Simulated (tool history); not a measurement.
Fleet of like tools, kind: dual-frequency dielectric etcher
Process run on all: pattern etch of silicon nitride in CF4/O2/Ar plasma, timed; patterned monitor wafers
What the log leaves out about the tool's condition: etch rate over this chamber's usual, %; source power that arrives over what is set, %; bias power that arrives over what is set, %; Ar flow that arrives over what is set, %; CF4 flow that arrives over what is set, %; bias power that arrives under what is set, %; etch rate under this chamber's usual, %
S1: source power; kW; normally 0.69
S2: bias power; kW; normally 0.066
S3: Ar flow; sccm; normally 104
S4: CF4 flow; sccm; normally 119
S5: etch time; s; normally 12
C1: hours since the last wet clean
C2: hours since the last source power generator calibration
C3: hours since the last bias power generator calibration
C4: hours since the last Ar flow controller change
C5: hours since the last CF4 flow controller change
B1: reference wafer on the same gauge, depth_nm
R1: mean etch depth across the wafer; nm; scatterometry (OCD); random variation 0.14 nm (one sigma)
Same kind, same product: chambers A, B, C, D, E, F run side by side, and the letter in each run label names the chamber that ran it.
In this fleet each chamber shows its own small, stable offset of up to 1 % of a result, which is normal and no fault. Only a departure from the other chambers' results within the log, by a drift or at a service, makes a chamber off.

run,day,S1,S2,S3,S4,S5,C1,C2,C3,C4,C5,B1,R1
1D,0.279,0.69,0.066,104,119,12,337.3,211.1,2818.8,2308.7,2247.4,28.912,33.866
2F,0.5,0.69,0.066,104,119,12,416.9,520.2,2475.9,1602.4,3417,28.919,34.337
3C,0.7,0.69,0.066,104,119,12,346.6,379.7,1037.6,3635.1,200.2,28.871,33.62
# day 0.708: chamber B: wet clean of the chamber
4E,0.967,0.69,0.066,104,119,12,313.1,1968.6,171.2,32.8,2027.3,28.915,34.063
5B,1.175,0.69,0.066,104,119,12,11.3,913.7,274.6,1966.8,3869.7,28.893,34.16
6A,1.338,0.69,0.066,104,119,12,153,2213.7,533.2,4415.4,960.2,28.899,34.196
7A,1.512,0.69,0.066,104,119,12,157.2,2217.9,537.4,4419.6,964.4,28.873,34.16
# day 1.788: chamber D: wet clean of the chamber
8C,1.8,0.69,0.066,104,119,12,373,406.1,1064,3661.5,226.6,28.893,33.549
9F,1.992,0.69,0.066,104,119,12,452.7,556,2511.7,1638.2,3452.8,28.904,33.939
# day 2.05: chamber F: wet clean of the chamber
10D,2.15,0.69,0.077,104,119,15,8.7,256,2863.7,2353.6,2292.3,28.911,44.808
# day 2.192: chamber C: wet clean of the chamber
11B,2.388,0.69,0.077,104,119,15,40.4,942.8,303.7,1995.9,3898.8,28.899,44.96
12E,2.588,0.69,0.077,104,119,15,352,2007.5,210.1,71.7,2066.2,28.868,44.99
13A,2.854,0.69,0.077,104,119,15,189.4,2250.1,569.6,4451.8,996.6,28.903,45.489
14D,3.083,0.69,0.077,104,119,15,31.1,278.4,2886.1,2376,2314.7,28.902,45.276
15C,3.379,0.69,0.077,104,119,15,28.5,444,1101.9,3699.4,264.5,28.873,45.129
16F,3.538,0.69,0.066,104,119,12,35.7,593.1,2548.8,1675.3,3489.9,28.897,34.189
# day 3.717: chamber A: Ar flow controller replaced
17E,3.779,0.69,0.066,104,119,12,380.6,2036.1,238.7,100.3,2094.8,28.906,34.098
18B,3.942,0.69,0.066,104,119,12,77.7,980.1,341,2033.2,3936.1,28.877,34.104
19B,4.167,0.69,0.066,104,119,12,83.1,985.5,346.4,2038.6,3941.5,28.864,33.727
# day 4.267: chamber B: Ar flow controller replaced
20A,4.362,0.69,0.066,104,119,12,225.6,2286.3,605.8,15.5,1032.8,28.878,34.812
# day 4.4: chamber C: Ar flow controller replaced
21F,4.55,0.69,0.066,104,119,12,60,617.4,2573.1,1699.6,3514.2,28.913,34.095
22C,4.829,0.69,0.066,104,119,13,63.3,478.8,1136.7,10.4,299.3,28.904,36.5
23E,5.079,0.69,0.066,104,119,13,411.8,2067.3,269.9,131.5,2126,28.889,36.988
24D,5.308,0.69,0.066,104,119,13,84.5,331.8,2939.5,2429.4,2368.1,28.888,36.608
25C,5.517,0.69,0.066,104,119,13,79.8,495.3,1153.2,26.9,315.8,28.901,36.489
26D,5.762,0.69,0.066,104,119,13,95.4,342.7,2950.4,2440.3,2379,28.903,36.536
27B,5.971,0.69,0.066,104,119,13,126.4,1028.8,389.7,41,3984.8,28.905,36.892
28F,6.138,0.69,0.066,104,119,12,98.1,655.5,2611.2,1737.7,3552.3,28.899,34.094
29E,6.412,0.69,0.066,104,119,12,443.8,2099.3,301.9,163.5,2158,28.916,33.973
30A,6.633,0.69,0.08,104,119,12,280.1,2340.8,660.3,70,1087.3,28.913,37.694
31D,6.817,0.69,0.08,104,119,12,120.7,368,2975.7,2465.6,2404.3,28.895,36.665
32C,6.992,0.69,0.08,104,119,12,115.2,530.7,1188.6,62.3,351.2,28.898,36.39
33B,7.188,0.69,0.08,104,119,12,155.6,1058,418.9,70.2,4014,28.898,36.55
34E,7.346,0.69,0.08,104,119,12,466.2,2121.7,324.3,185.9,2180.4,28.878,36.907
35F,7.542,0.69,0.08,104,119,12,131.8,689.2,2644.9,1771.4,3586,28.884,36.818
36A,7.721,0.69,0.066,104,119,12,306.2,2366.9,686.4,96.1,1113.4,28.919,35.456
37F,8.038,0.69,0.066,104,119,12,143.7,701.1,2656.8,1783.3,3597.9,28.901,34.042
38B,8.271,0.69,0.066,104,119,12,181.6,1084,444.9,96.2,4040,28.912,33.816

Is one chamber off against the others, does the gauge drift, or is nothing wrong? If a chamber is off, say which, and what the likeliest cause is.

It is chamber A that slowly wanders off from its peers.
What lies behind it: source power that arrives over what is set, % = 3.87.
It could be hard to tell apart here from: etch rate over this chamber's usual, %.

Below are 4 candidate recipes for chamber A's next run, each the usual settings with a change, their results shown as question marks. Which of them brings A's results back in line with what the other chambers give on the usual settings?
In line means no further than this from the other chambers' mean on the usual settings: R1 0.48 nm
39A-1,8.5,0.68,0.066,104,119,12,,,,,,,?
39A-2,8.5,0.7,0.066,104,119,12,,,,,,,?
39A-3,8.5,0.69,0.066,104,119,11.5,,,,,,,?
39A-4,8.5,0.72,0.066,104,119,12,,,,,,,?

What the other chambers average on the usual settings: R1 33.939 nm
run,R1
39A-1,34.938
39A-2,35.834
39A-3,33.912
39A-4,36.727
Change 39A-3 lands the chamber within the allowed miss of the other chambers.
